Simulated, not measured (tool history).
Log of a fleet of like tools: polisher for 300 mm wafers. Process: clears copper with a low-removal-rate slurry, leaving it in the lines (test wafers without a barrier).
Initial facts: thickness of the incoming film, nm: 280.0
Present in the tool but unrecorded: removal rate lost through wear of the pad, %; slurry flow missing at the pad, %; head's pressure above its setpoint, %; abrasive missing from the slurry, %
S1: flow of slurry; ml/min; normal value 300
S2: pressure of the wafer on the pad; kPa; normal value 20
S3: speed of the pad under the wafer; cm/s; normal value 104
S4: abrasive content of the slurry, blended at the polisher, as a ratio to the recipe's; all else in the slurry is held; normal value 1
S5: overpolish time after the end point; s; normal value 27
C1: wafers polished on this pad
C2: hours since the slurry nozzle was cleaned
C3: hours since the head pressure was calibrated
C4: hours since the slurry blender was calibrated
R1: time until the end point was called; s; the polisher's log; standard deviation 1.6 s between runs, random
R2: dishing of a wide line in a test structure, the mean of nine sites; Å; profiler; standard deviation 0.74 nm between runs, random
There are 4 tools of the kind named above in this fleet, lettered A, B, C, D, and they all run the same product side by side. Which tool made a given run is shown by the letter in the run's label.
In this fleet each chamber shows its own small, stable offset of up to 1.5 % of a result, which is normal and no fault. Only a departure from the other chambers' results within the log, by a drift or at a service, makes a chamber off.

| run | hour | S1 | S2 | S3 | S4 | S5 | C1 | C2 | C3 | C4 | R1 | R2 |
|---|---|---|---|---|---|---|---|---|---|---|---|---|
|  | 3.1 | chamber B: worn pad replaced by a new one |
| 1B | 12.4 | 300 | 20 | 104 | 1 | 27 | 102 | 43.1 | 109.5 | 246.9 | 106.16 | 480.22 |
|  | 12.9 | chamber D: slurry nozzle cleaned |
| 2D | 25 | 300 | 20 | 104 | 1 | 27 | 624 | 12.2 | 829.9 | 121.6 | 105.29 | 485.17 |
|  | 28 | chamber C: worn pad replaced by a new one |
|  | 33.6 | chamber D: slurry blender recalibrated |
| 3A | 35.1 | 300 | 20 | 104 | 1 | 27 | 584 | 67.7 | 578.2 | 173.3 | 107.95 | 467.95 |
|  | 46.8 | chamber C: slurry blender recalibrated |
| 4C | 47.3 | 300 | 20 | 104 | 1 | 27 | 210 | 197.8 | 236.7 | 0.6 | 107.18 | 465.73 |
|  | 55.1 | chamber A: head pressure recalibrated |
| 5A | 55.8 | 360 | 17.2 | 104 | 1 | 27 | 809 | 88.4 | 0.8 | 194 | 123.87 | 412.2 |
| 6D | 65.4 | 360 | 17.2 | 104 | 1 | 27 | 1065 | 52.6 | 870.3 | 31.8 | 123.02 | 423.46 |
| 7B | 75.2 | 360 | 17.2 | 104 | 1 | 27 | 787 | 105.9 | 172.3 | 309.7 | 124.6 | 420.41 |
| 8C | 88.6 | 360 | 17.2 | 104 | 1 | 27 | 661 | 239.1 | 278 | 41.9 | 124.52 | 425 |
|  | 97.6 | chamber A: worn pad replaced by a new one |
| 9D | 100.9 | 300 | 20 | 104 | 1 | 27 | 1452 | 88.1 | 905.8 | 67.3 | 107.35 | 474.25 |
|  | 103.3 | chamber C: worn pad replaced by a new one |
|  | 108.2 | chamber B: slurry blender recalibrated |
| 10C | 110.7 | 300 | 20 | 104 | 1 | 27 | 81 | 261.2 | 300.1 | 64 | 105.98 | 465.52 |
| 11A | 120.6 | 300 | 20 | 104 | 1 | 27 | 251 | 153.2 | 65.6 | 258.8 | 105.71 | 480.02 |
| 12B | 134.5 | 300 | 20 | 104 | 1 | 27 | 1434 | 165.2 | 231.6 | 26.4 | 106.86 | 493.26 |
|  | 139.8 | chamber B: worn pad replaced by a new one |
| 13D | 142.1 | 300 | 20 | 104 | 1 | 27 | 1902 | 129.3 | 947 | 108.5 | 106.89 | 478.92 |
| 14A | 154 | 300 | 20 | 124 | 1 | 27 | 615 | 186.6 | 99 | 292.2 | 92.432 | 543.73 |
|  | 161.3 | chamber D: slurry blender recalibrated |
|  | 166.5 | chamber C: slurry blender recalibrated |
|  | 166.7 | chamber A: slurry blender recalibrated |
| 15B | 167 | 300 | 20 | 124 | 1 | 27 | 297 | 197.7 | 264.1 | 58.9 | 87.796 | 567.31 |
| 16C | 178.4 | 300 | 20 | 124 | 1 | 27 | 819 | 328.9 | 367.8 | 12 | 87.157 | 547.77 |
|  | 180.2 | chamber B: head pressure recalibrated |
|  | 189 | chamber A: slurry nozzle cleaned |
| 17B | 189 | 300 | 20 | 124 | 1 | 27 | 537 | 219.7 | 8.8 | 80.9 | 91.061 | 567.14 |
|  | 190.5 | chamber C: worn pad replaced by a new one |
| 18C | 196.3 | 300 | 20 | 104 | 1 | 27 | 64 | 346.8 | 385.7 | 29.9 | 110.07 | 470.12 |
|  | 198.5 | chamber D: slurry nozzle cleaned |
|  | 199.6 | chamber A: worn pad replaced by a new one |
| 19A | 207.9 | 300 | 20 | 104 | 1 | 27 | 91 | 18.9 | 152.9 | 41.2 | 106.95 | 476.11 |
| 20D | 220.7 | 300 | 20 | 104 | 1 | 27 | 2760 | 22.3 | 1025.6 | 59.4 | 114.12 | 465.36 |
| 21D | 227 | 195 | 20 | 78 | 1 | 27 | 2828 | 28.6 | 1031.9 | 65.7 | 155.1 | 351.98 |
| 22C | 234.5 | 195 | 20 | 78 | 1 | 27 | 481 | 385 | 423.9 | 68.1 | 151.23 | 354.95 |
| 23A | 243 | 195 | 20 | 78 | 1 | 27 | 474 | 54 | 188 | 76.3 | 152.29 | 351.19 |
|  | 251.8 | chamber C: slurry nozzle cleaned |
| 24B | 254.2 | 195 | 20 | 78 | 1 | 27 | 1249 | 284.9 | 74 | 146.1 | 151.08 | 352.09 |
| 25B | 265 | 300 | 20 | 104 | 1 | 27 | 1366 | 295.7 | 84.8 | 156.9 | 108.02 | 483.42 |
|  | 268.1 | chamber B: worn pad replaced by a new one |
| 26A | 275.2 | 300 | 20 | 104 | 1 | 27 | 825 | 86.2 | 220.2 | 108.5 | 107.11 | 478.55 |
|  | 278.6 | chamber C: worn pad replaced by a new one |
| 27D | 281.6 | 300 | 20 | 104 | 1 | 13 | 3424 | 83.2 | 1086.5 | 120.3 | 115.15 | 242.92 |
|  | 288.3 | chamber D: slurry blender recalibrated |
| 28C | 294.4 | 300 | 20 | 104 | 1 | 13 | 172 | 42.7 | 483.8 | 128 | 108.33 | 254.74 |
|  | 297 | chamber D: head pressure recalibrated |
| 29B | 306.5 | 300 | 20 | 104 | 1 | 13 | 419 | 337.2 | 126.3 | 198.4 | 106.72 | 252.45 |
| 30C | 314.8 | 300 | 20 | 104 | 1 | 13 | 395 | 63.1 | 504.2 | 148.4 | 108.85 | 249.83 |
|  | 317.9 | chamber C: slurry blender recalibrated |
| 31A | 322.3 | 300 | 20 | 104 | 1 | 27 | 1339 | 133.3 | 267.3 | 155.6 | 107.75 | 475.16 |
| 32D | 329.8 | 300 | 20 | 104 | 1 | 27 | 3950 | 131.4 | 32.9 | 41.6 | 115.4 | 452.24 |
|  | 333 | chamber A: worn pad replaced by a new one |
| 33A | 342.7 | 300 | 20 | 104 | 1 | 27 | 106 | 153.7 | 287.7 | 176 | 108.45 | 471.98 |
| 34C | 356.6 | 300 | 20 | 104 | 1 | 27 | 851 | 104.9 | 546 | 38.8 | 107.27 | 467.18 |
| 35D | 364 | 300 | 20 | 104 | 1 | 27 | 4324 | 165.6 | 67.1 | 75.8 | 118.85 | 450.57 |
| 36B | 372.3 | 300 | 20 | 104 | 1 | 27 | 1137 | 403 | 192.1 | 264.2 | 104.53 | 506.92 |
|  | 376.9 | chamber C: worn pad replaced by a new one |
| 37D | 381.9 | 300 | 20 | 104 | 1 | 27 | 4519 | 183.5 | 85 | 93.7 | 116.33 | 433.25 |
| 38C | 392.2 | 300 | 20 | 104 | 1 | 27 | 167 | 140.5 | 581.6 | 74.4 | 105.72 | 465.97 |
| 39A | 404.9 | 300 | 20 | 104 | 1 | 27 | 785 | 215.9 | 349.9 | 238.2 | 106.51 | 479.8 |
|  | 408.2 | chamber B: worn pad replaced by a new one |
| 40B | 411.5 | 300 | 20 | 104 | 1 | 27 | 36 | 442.2 | 231.3 | 303.4 | 106.35 | 484.34 |
|  | 415.3 | chamber B: slurry blender recalibrated |
|  | 419.2 | chamber D: slurry nozzle cleaned |
| 41B | 420.9 | 300 | 20 | 104 | 1 | 27 | 138 | 451.6 | 240.7 | 5.6 | 104.95 | 502.95 |
|  | 431.2 | chamber D: slurry blender recalibrated |
| 42D | 433.4 | 300 | 20 | 104 | 1 | 27 | 5081 | 14.3 | 136.5 | 2.3 | 120.05 | 436.9 |
| 43C | 442.4 | 200 | 20 | 118 | 1 | 27 | 715 | 190.7 | 631.8 | 124.6 | 99.898 | 512.11 |

The same settings go to every chamber for the next run, one line per chamber below. Forecast the results for each:
| 44A | 452.3 | 300 | 20 | 104 | 1 | 27 |  |  |  |  | ? | ? |
| 44B | 452.3 | 300 | 20 | 104 | 1 | 27 |  |  |  |  | ? | ? |
| 44C | 452.3 | 300 | 20 | 104 | 1 | 27 |  |  |  |  | ? | ? |
| 44D | 452.3 | 300 | 20 | 104 | 1 | 27 |  |  |  |  | ? | ? |

| run | R1 | R2 |
|---|---|---|
| 44A | 110.59 | 482.04 |
| 44B | 104.14 | 484.09 |
| 44C | 109.45 | 475.01 |
| 44D | 120.4 | 433.63 |
